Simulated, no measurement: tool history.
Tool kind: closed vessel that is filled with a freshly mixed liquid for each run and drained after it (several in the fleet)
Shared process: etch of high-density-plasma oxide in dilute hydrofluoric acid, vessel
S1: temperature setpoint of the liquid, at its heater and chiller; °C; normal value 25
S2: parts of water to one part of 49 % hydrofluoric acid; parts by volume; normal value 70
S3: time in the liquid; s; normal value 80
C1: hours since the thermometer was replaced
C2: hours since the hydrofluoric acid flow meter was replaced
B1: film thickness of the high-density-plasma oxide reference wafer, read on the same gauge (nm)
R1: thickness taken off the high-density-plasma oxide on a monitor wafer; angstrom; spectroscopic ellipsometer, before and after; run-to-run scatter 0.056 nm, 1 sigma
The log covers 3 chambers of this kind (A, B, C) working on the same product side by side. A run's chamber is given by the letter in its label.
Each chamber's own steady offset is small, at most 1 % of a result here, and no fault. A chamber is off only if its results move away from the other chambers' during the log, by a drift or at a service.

run,hour,S1,S2,S3,C1,C2,B1,R1
1B,2.5,25,70,80,1272.7,970.6,130.03,77.705
2A,5.4,25,70,80,1004.6,1086.8,130.02,77.766
3C,8.4,25,70,80,1470.6,960.5,130.02,76.735
4A,12.1,25,70,80,1011.3,1093.5,129.96,78.453
5C,14.7,25,70,80,1476.9,966.8,129.99,76.97
6B,18,25,70,80,1288.2,986.1,130.04,77.427
7C,20.8,25,70,80,1483,972.9,130.01,77.267
8B,24.7,28.5,70,115,1294.9,992.8,130,126.4
9A,29.2,28.5,70,115,1028.4,1110.6,130,128.89
10A,31.3,28.5,70,115,1030.5,1112.7,130.05,128.69
11C,35.4,25,70,80,1497.6,987.5,130.01,77.418
12B,37.7,25,70,80,1307.9,1005.8,129.99,78.786
13A,41.6,25,70,80,1040.8,1123,130.01,77.86
14B,45,25,70,80,1315.2,1013.1,130,80.166
15C,49,25,70,80,1511.2,1001.1,129.99,77.526
16A,51.3,25,70,80,1050.5,1132.7,129.99,78.157
17B,53.3,25,85,80,1323.5,1021.4,130,64.578
18C,55.7,25,85,80,1517.9,1007.8,129.99,62.223
19B,60.1,25,85,80,1330.3,1028.2,130,65.362
20A,63.7,25,70,80,1062.9,1145.1,130,77.316
21C,66.1,22,70,35,1528.3,1018.2,130.02,29.952
22A,69.9,22,70,35,1069.1,1151.3,130.01,30.264
23B,74.2,22,70,35,1344.4,1042.3,129.99,31.768
24C,77.7,25,70,80,1539.9,1029.8,129.95,76.056
25C,80.4,25,45,35,1542.6,1032.5,130,54.727
26A,84.9,25,45,35,1084.1,1166.3,129.99,54.36
27B,87,25,45,35,1357.2,1055.1,129.99,57.553
28C,89.3,25,70,80,1551.5,1041.4,130.04,77.255
29B,93,25,70,80,1363.2,1061.1,129.93,82.169
30A,96.5,25,70,80,1095.7,1177.9,130.02,77.829
31C,100.9,25,70,80,1563.1,1053,130.01,77.809
32A,104.4,25,70,80,1103.6,1185.8,130,77.796
33B,107.3,25,70,80,1377.5,1075.4,129.97,82.638
34C,110.4,25,40,80,1572.6,1062.5,130.05,140.68
35A,114.6,25,40,80,1113.8,1196,130.02,143.52
36B,118.6,25,40,80,1388.8,1086.7,130.02,152.21
37B,120.8,25,70,80,1391,1088.9,130.04,84.43
38A,123.2,25,70,80,1122.4,1204.6,130.02,77.064
39C,126,25,70,80,1588.2,1078.1,130.01,76.754
40C,128.5,25,70,80,1590.7,1080.6,130.01,77.593
41A,131.9,25,70,80,1131.1,1213.3,129.99,78.291
42B,135.5,25,70,80,1405.7,1103.6,130,85.699
43C,138.8,25,95,80,1601,1090.9,130,54.038

One chamber off, gauge drift, or nothing amiss beyond the chambers' own small offsets? If it is a chamber, which one, and what is the likeliest cause?

Little by little, chamber B moves away from the other chambers.
Likeliest cause: hydrofluoric acid flow above the setpoint (%) = 9.44.
The log may not separate it from: liquid hotter than its thermometer reads (K).

Which of the 4 candidates below, each the usual settings with something changed and its results left as question marks, puts chamber B back in line with what the other chambers give on the usual settings?
Maximum distance from the other chambers' mean on the usual settings for a result to count as in line: R1 2 angstrom
44B-1,142.1,24.5,75,80,,,,?
44B-2,142.1,26,70,80,,,,?
44B-3,142.1,27.5,70,80,,,,?
44B-4,142.1,24,70,80,,,,?

Mean of the other chambers on the usual settings: R1 77.518 angstrom
run,R1
44B-1,77.648
44B-2,88.817
44B-3,94.205
44B-4,82.06
44B-1 is the one that brings the chamber's results back in line with the other chambers.
